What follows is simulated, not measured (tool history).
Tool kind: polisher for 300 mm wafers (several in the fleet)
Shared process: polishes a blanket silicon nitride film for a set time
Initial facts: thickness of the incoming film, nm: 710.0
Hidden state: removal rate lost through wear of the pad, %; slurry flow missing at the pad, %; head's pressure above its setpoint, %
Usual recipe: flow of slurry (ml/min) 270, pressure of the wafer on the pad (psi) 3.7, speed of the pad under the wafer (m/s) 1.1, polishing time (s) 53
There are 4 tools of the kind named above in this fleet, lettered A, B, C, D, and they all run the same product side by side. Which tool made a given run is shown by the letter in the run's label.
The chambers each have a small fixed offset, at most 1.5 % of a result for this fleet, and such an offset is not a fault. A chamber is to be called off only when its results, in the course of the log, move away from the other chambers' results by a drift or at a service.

run   hour  flow of slurry (ml/min)  pressure of the wafer on the pad (psi)  speed of the pad under the wafer (m/s)  polishing time (s)  wafers polished on this pad  hours since the slurry nozzle was cleaned  hours since the head pressure was calibrated  film removed (angstrom)
       3.4  -- chamber C: worn pad replaced by a new one
 1A    5.7                      270                                     3.7                                     1.1                  53                          624                                      184.8                                         324.1                   1045.2
 2D     13                      270                                     3.7                                     1.1                  53                         1325                                      376.2                                         408.5                   1023.1
      18.7  -- chamber D: worn pad replaced by a new one
 3C   22.7                      270                                     3.7                                     1.1                  53                          136                                      273.2                                          29.5                     1036
      28.7  -- chamber A: worn pad replaced by a new one
 4B   29.3                      270                                     3.7                                     1.1                  53                          764                                      154.3                                         371.6                   1071.1
 5A   39.3                      270                                     3.7                                     1.1                  53                           75                                      218.4                                         357.7                   1057.9
 6B     46                      270                                     3.7                                     1.1                  53                          881                                        171                                         388.3                   1033.3
 7C   51.4                      180                                     3.7                                     1.1                  45                          339                                      301.9                                          58.2                   839.24
 8D   56.7                      180                                     3.7                                     1.1                  45                          268                                      419.9                                         452.2                   845.04
 9A   66.2                      180                                     3.7                                     1.1                  45                          265                                      245.3                                         384.6                   849.87
10B   74.7                      180                                     3.7                                     1.1                  45                         1084                                      199.7                                           417                   828.15
11D   84.5                      270                                     3.7                                     1.1                  53                          464                                      447.7                                           480                     1022
12C   89.9                      270                                     3.7                                     1.1                  53                          610                                      340.4                                          96.7                   1066.4
13A   98.9                      270                                     2.4                                     1.1                  59                          495                                        278                                         417.3                   757.64
     100.3  -- chamber D: slurry nozzle cleaned
14B  107.6                      270                                     2.4                                     1.1                  59                         1316                                      232.6                                         449.9                    747.4
15C  116.5                      270                                     2.4                                     1.1                  59                          798                                        367                                         123.3                   745.66
16D  124.8                      270                                     2.4                                     1.1                  59                          748                                       24.5                                         520.3                   763.84
     135.4  -- chamber A: head pressure recalibrated
17A  135.8                      270                                     3.7                                     1.1                  53                          756                                      314.9                                           0.5                   1072.9
     138.3  -- chamber A: worn pad replaced by a new one
18B    141                      270                                     3.7                                     1.1                  53                         1552                                        266                                         483.3                   1025.5
19D  146.4                      270                                     3.7                                     1.1                  53                          901                                       46.1                                         541.9                   1046.5
20C  154.7                      270                                     3.7                                     1.1                  53                         1068                                      405.2                                         161.5                   1052.9
21B  163.8                      270                                     3.7                                     1.1                  53                         1712                                      288.8                                         506.1                   1016.7
22A  171.9                      270                                     3.7                                     1.1                  53                          237                                        351                                          36.6                   1062.3
23C  179.6                      270                                     3.7                                     1.1                  53                         1243                                      430.1                                         186.4                   1051.6
     182.9  -- chamber C: worn pad replaced by a new one
24D  185.2                      270                                     3.3                                     1.1                  60                         1175                                       84.9                                         580.7                   1052.9
25D  196.5                      270                                     3.3                                     1.1                  60                         1254                                       96.2                                           592                   1033.2
     202.1  -- chamber D: worn pad replaced by a new one
26C  204.5                      270                                     3.3                                     1.1                  60                          152                                        455                                         211.3                   1054.6
27B  215.7                      270                                     3.3                                     1.1                  60                         2079                                      340.7                                           558                   1003.6
28A  222.4                      270                                     3.7                                     1.1                  53                          593                                      401.5                                          87.1                   1071.7
29D  231.8                      270                                     3.7                                     1.1                  53                          210                                      131.5                                         627.3                   1058.3
     233.6  -- chamber A: worn pad replaced by a new one
30B    241                      270                                     3.7                                     1.1                  53                         2257                                        366                                         583.3                   985.17
     243.4  -- chamber B: head pressure recalibrated
31C  245.9                      270                                     3.7                                     1.1                  53                          444                                      496.4                                         252.7                   1046.2
32A  255.2                      270                                     3.7                                     1.1                  53                          152                                      434.3                                         119.9                   1045.5
33D  261.6                      270                                     3.7                                     1.1                  53                          420                                      161.3                                         657.1                   1063.3
34C  270.1                      270                                     3.7                                     1.1                  53                          615                                      520.6                                         276.9                   1044.6
35B  276.2                      270                                     3.7                                     1.1                  53                         2505                                      401.2                                          32.9                   957.65
36A  283.6                      270                                     3.7                                     1.1                  53                          353                                      462.7                                         148.3                   1040.5
37A  288.8                      270                                     3.7                                     1.1                  53                          389                                      467.9                                         153.5                   1033.8
38B  295.8                      270                                     3.7                                     1.1                  53                         2644                                      420.8                                          52.5                   939.87
39D  300.8                      270                                     3.7                                     1.1                  53                          696                                      200.5                                         696.3                   1049.8
40C  308.9                      270                                     3.7                                     1.1                  53                          889                                      559.4                                         315.7                   1049.4

Next, every chamber runs the same settings. What will each give?
41A   317                      270                                     3.7                                     1.1                  53                                                                                                                                              ?
41B   317                      270                                     3.7                                     1.1                  53                                                                                                                                              ?
41C   317                      270                                     3.7                                     1.1                  53                                                                                                                                              ?
41D   317                      270                                     3.7                                     1.1                  53                                                                                                                                              ?

run  film removed (angstrom)
41A                     1040
41B                   965.78
41C                     1056
41D                   1028.1
